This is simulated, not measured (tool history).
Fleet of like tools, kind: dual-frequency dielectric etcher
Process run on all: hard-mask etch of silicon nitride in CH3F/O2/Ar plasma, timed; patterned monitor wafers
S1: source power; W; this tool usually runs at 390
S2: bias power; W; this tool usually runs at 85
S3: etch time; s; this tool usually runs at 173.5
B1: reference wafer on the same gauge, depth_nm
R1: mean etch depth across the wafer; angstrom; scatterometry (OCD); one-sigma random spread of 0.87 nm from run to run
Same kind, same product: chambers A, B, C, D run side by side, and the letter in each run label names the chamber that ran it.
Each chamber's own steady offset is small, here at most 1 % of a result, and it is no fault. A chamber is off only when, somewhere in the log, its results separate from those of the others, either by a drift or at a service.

run,hour,S1,S2,S3,B1,R1
1C,5.1,390,85,173.5,120.15,1266.2
2D,9.2,390,85,173.5,120.07,1298.0
3B,12.5,390,85,173.5,120.06,1282.0
4A,17.8,390,85,173.5,119.92,1284.9
5A,21.8,390,85,173.5,120.17,1280.6
6C,25.4,390,85,173.5,119.98,1269.2
7D,29.5,390,85,173.5,120.01,1284.5
8B,33.4,390,85,173.5,120.14,1294.4
9D,36.8,390,85,173.5,120.16,1294.0
10B,39.4,390,85,173.5,119.93,1294.7
11A,41.9,390,85,173.5,120.00,1268.9
# hour 43.9: chamber B: wet clean of the chamber
12C,44.6,390,85,173.5,120.00,1264.6
13D,48.9,430,98,173.5,119.92,1407.4
14B,51.6,430,98,173.5,120.15,1398.5
15A,54.0,430,98,173.5,120.00,1394.7
16C,59.3,430,98,173.5,119.93,1387.8
17D,64.2,390,85,173.5,120.10,1278.5
18C,67.4,390,85,173.5,120.14,1260.9
19B,72.5,390,85,214.5,119.97,1606.4
20A,75.6,390,85,214.5,119.93,1588.4
21B,79.8,390,85,214.5,119.97,1590.5
22D,84.5,390,85,214.5,120.08,1605.3
23A,89.7,390,85,173.5,120.15,1267.3
24C,92.4,390,85,173.5,120.20,1274.8

Does one chamber stand apart from the rest, does the shared gauge drift, or is all well apart from small per-chamber offsets? Give the chamber and the most likely cause, where there is one.

Neither any chamber nor the gauge drifts; the chambers differ only by their own small, steady offsets.
